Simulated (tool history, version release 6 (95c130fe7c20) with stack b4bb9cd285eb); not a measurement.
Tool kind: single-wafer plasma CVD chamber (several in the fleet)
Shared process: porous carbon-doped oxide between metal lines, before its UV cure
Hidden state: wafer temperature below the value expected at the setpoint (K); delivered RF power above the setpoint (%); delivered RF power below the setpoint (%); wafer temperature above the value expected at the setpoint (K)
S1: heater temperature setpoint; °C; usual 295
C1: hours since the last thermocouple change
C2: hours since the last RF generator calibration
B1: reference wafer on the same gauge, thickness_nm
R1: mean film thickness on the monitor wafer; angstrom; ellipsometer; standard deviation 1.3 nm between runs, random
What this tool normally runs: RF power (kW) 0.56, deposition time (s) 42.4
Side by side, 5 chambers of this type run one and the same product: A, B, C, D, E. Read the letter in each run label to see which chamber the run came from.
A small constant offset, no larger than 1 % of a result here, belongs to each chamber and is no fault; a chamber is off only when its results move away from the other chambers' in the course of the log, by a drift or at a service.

{"run": "1C", "hour": 6.7, "S1": 295, "RF power (kW)": 0.56, "deposition time (s)": 42.4, "C1": 816.9, "C2": 627.6, "B1": 205.01, "R1": 2525.7}
{"run": "2A", "hour": 17.3, "S1": 295, "RF power (kW)": 0.56, "deposition time (s)": 42.4, "C1": 864.4, "C2": 610.9, "B1": 204.98, "R1": 2515}
{"run": "3D", "hour": 26.8, "S1": 295, "RF power (kW)": 0.56, "deposition time (s)": 42.4, "C1": 1092.4, "C2": 1561.5, "B1": 205.1, "R1": 2550.8}
{"run": "4B", "hour": 36.9, "S1": 295, "RF power (kW)": 0.56, "deposition time (s)": 42.4, "C1": 1326.8, "C2": 736.7, "B1": 204.85, "R1": 2545}
{"run": "5E", "hour": 44.3, "S1": 295, "RF power (kW)": 0.56, "deposition time (s)": 42.4, "C1": 116.3, "C2": 479, "B1": 204.9, "R1": 2513.8}
{"run": "6A", "hour": 49.3, "S1": 295, "RF power (kW)": 0.56, "deposition time (s)": 42.4, "C1": 896.4, "C2": 642.9, "B1": 205.1, "R1": 2509.2}
{"run": "7C", "hour": 58.3, "S1": 295, "RF power (kW)": 0.56, "deposition time (s)": 42.4, "C1": 868.5, "C2": 679.2, "B1": 205.15, "R1": 2504.9}
{"run": "8E", "hour": 63.3, "S1": 295, "RF power (kW)": 0.56, "deposition time (s)": 42.4, "C1": 135.3, "C2": 498, "B1": 204.89, "R1": 2495.9}
{"run": "9D", "hour": 68.8, "S1": 295, "RF power (kW)": 0.56, "deposition time (s)": 42.4, "C1": 1134.4, "C2": 1603.5, "B1": 205.27, "R1": 2554.7}
{"run": "10B", "hour": 74.8, "S1": 295, "RF power (kW)": 0.56, "deposition time (s)": 42.4, "C1": 1364.7, "C2": 774.6, "B1": 205.11, "R1": 2532.2}
{"run": "11B", "hour": 84.0, "S1": 295, "RF power (kW)": 0.56, "deposition time (s)": 42.4, "C1": 1373.9, "C2": 783.8, "B1": 204.6, "R1": 2541.8}
{"run": "12A", "hour": 91.8, "S1": 295, "RF power (kW)": 0.56, "deposition time (s)": 42.4, "C1": 938.9, "C2": 685.4, "B1": 205.07, "R1": 2527.5}
{"run": "13C", "hour": 101.0, "S1": 295, "RF power (kW)": 0.56, "deposition time (s)": 42.4, "C1": 911.2, "C2": 721.9, "B1": 205.19, "R1": 2510.1}
{"run": "14D", "hour": 106.0, "S1": 295, "RF power (kW)": 0.56, "deposition time (s)": 42.4, "C1": 1171.6, "C2": 1640.7, "B1": 205.16, "R1": 2513.3}
{"run": "15E", "hour": 115.7, "S1": 295, "RF power (kW)": 0.56, "deposition time (s)": 42.4, "C1": 187.7, "C2": 550.4, "B1": 205.17, "R1": 2520.6}
{"run": "16E", "hour": 124.7, "S1": 295, "RF power (kW)": 0.56, "deposition time (s)": 42.4, "C1": 196.7, "C2": 559.4, "B1": 205.09, "R1": 2514.9}
{"run": "17D", "hour": 129.9, "S1": 295, "RF power (kW)": 0.56, "deposition time (s)": 42.4, "C1": 1195.5, "C2": 1664.6, "B1": 204.83, "R1": 2517}
{"run": "18C", "hour": 137.3, "S1": 295, "RF power (kW)": 0.56, "deposition time (s)": 42.4, "C1": 947.5, "C2": 758.2, "B1": 205.13, "R1": 2503.7}
{"run": "19B", "hour": 148.2, "S1": 295, "RF power (kW)": 0.56, "deposition time (s)": 42.4, "C1": 1438.1, "C2": 848, "B1": 204.83, "R1": 2533.8}
{"run": "20A", "hour": 156.9, "S1": 295, "RF power (kW)": 0.56, "deposition time (s)": 49.5, "C1": 1004, "C2": 750.5, "B1": 205.15, "R1": 2918.9}
{"run": "21B", "hour": 165.9, "S1": 295, "RF power (kW)": 0.56, "deposition time (s)": 49.5, "C1": 1455.8, "C2": 865.7, "B1": 205.05, "R1": 2914.9}
{"run": "22E", "hour": 171.5, "S1": 295, "RF power (kW)": 0.56, "deposition time (s)": 49.5, "C1": 243.5, "C2": 606.2, "B1": 205.03, "R1": 2923.3}
{"run": "23A", "hour": 179.9, "S1": 295, "RF power (kW)": 0.56, "deposition time (s)": 49.5, "C1": 1027, "C2": 773.5, "B1": 204.88, "R1": 2914.8}
{"run": "24C", "hour": 188.0, "S1": 295, "RF power (kW)": 0.56, "deposition time (s)": 49.5, "C1": 998.2, "C2": 808.9, "B1": 204.93, "R1": 2905.5}
{"run": "25D", "hour": 194.7, "S1": 295, "RF power (kW)": 0.56, "deposition time (s)": 47.1, "C1": 1260.3, "C2": 1729.4, "B1": 204.78, "R1": 2800.4}
{"run": "26B", "hour": 204.8, "S1": 295, "RF power (kW)": 0.56, "deposition time (s)": 47.1, "C1": 1494.7, "C2": 904.6, "B1": 205.01, "R1": 2761.7}
{"run": "27D", "hour": 212.4, "S1": 295, "RF power (kW)": 0.56, "deposition time (s)": 47.1, "C1": 1278, "C2": 1747.1, "B1": 204.8, "R1": 2821}
{"run": "28E", "hour": 218.3, "S1": 295, "RF power (kW)": 0.56, "deposition time (s)": 47.1, "C1": 290.3, "C2": 653, "B1": 205.04, "R1": 2764.8}
{"run": "29A", "hour": 227.2, "S1": 295, "RF power (kW)": 0.56, "deposition time (s)": 47.1, "C1": 1074.3, "C2": 820.8, "B1": 205.02, "R1": 2780.4}
{"run": "30C", "hour": 236.5, "S1": 295, "RF power (kW)": 0.56, "deposition time (s)": 42.4, "C1": 1046.7, "C2": 857.4, "B1": 205.06, "R1": 2496.4}
{"run": "31C", "hour": 244.4, "S1": 295, "RF power (kW)": 0.56, "deposition time (s)": 42.4, "C1": 1054.6, "C2": 865.3, "B1": 204.84, "R1": 2516.1}
{"run": "32D", "hour": 254.2, "S1": 295, "RF power (kW)": 0.56, "deposition time (s)": 42.4, "C1": 1319.8, "C2": 1788.9, "B1": 205.22, "R1": 2558.5}
{"run": "33A", "hour": 260.5, "S1": 295, "RF power (kW)": 0.56, "deposition time (s)": 42.4, "C1": 1107.6, "C2": 854.1, "B1": 205.14, "R1": 2500.4}
{"run": "34E", "hour": 270.3, "S1": 295, "RF power (kW)": 0.56, "deposition time (s)": 42.4, "C1": 342.3, "C2": 705, "B1": 204.73, "R1": 2520.4}
{"run": "35B", "hour": 275.9, "S1": 295, "RF power (kW)": 0.56, "deposition time (s)": 42.4, "C1": 1565.8, "C2": 975.7, "B1": 204.89, "R1": 2475.9}
{"run": "36E", "hour": 285.7, "S1": 295, "RF power (kW)": 0.56, "deposition time (s)": 42.4, "C1": 357.7, "C2": 720.4, "B1": 205.06, "R1": 2504.4}
{"run": "37A", "hour": 294.1, "S1": 295, "RF power (kW)": 0.56, "deposition time (s)": 42.4, "C1": 1141.2, "C2": 887.7, "B1": 204.86, "R1": 2508.7}
{"run": "38D", "hour": 299.7, "S1": 295, "RF power (kW)": 0.56, "deposition time (s)": 47.9, "C1": 1365.3, "C2": 1834.4, "B1": 204.7, "R1": 2850.8}
{"run": "39B", "hour": 309.4, "S1": 295, "RF power (kW)": 0.56, "deposition time (s)": 47.9, "C1": 1599.3, "C2": 1009.2, "B1": 205.19, "R1": 2755.8}

Does one chamber stand apart from the rest, does the shared gauge drift, or is all well apart from small per-chamber offsets? Give the chamber and the most likely cause, where there is one.

It is chamber B that slowly wanders off from its peers.
Most likely cause: delivered RF power below the setpoint (%) = 4.56.
The log may not separate it from: wafer temperature above the value expected at the setpoint (K).

Which of the 4 candidates below, each the usual settings with something changed and its results left as question marks, puts chamber B back in line with what the other chambers give on the usual settings?
In line means no further than this from the other chambers' mean on the usual settings: R1 47 angstrom
{"run": "40B-1", "hour": 317.3, "S1": 294, "RF power (kW)": 0.575, "deposition time (s)": 43.9, "R1": "?"}
{"run": "40B-2", "hour": 317.3, "S1": 305, "RF power (kW)": 0.56, "deposition time (s)": 42.4, "R1": "?"}
{"run": "40B-3", "hour": 317.3, "S1": 295, "RF power (kW)": 0.56, "deposition time (s)": 41.3, "R1": "?"}
{"run": "40B-4", "hour": 317.3, "S1": 295, "RF power (kW)": 0.56, "deposition time (s)": 43.5, "R1": "?"}

Usual-settings mean across the other chambers: R1 2514.1 angstrom
run=40B-1 R1=2605.3
run=40B-2 R1=2323.9
run=40B-3 R1=2397.9
run=40B-4 R1=2522.5
Change 40B-4 lands the chamber within the allowed miss of the other chambers.
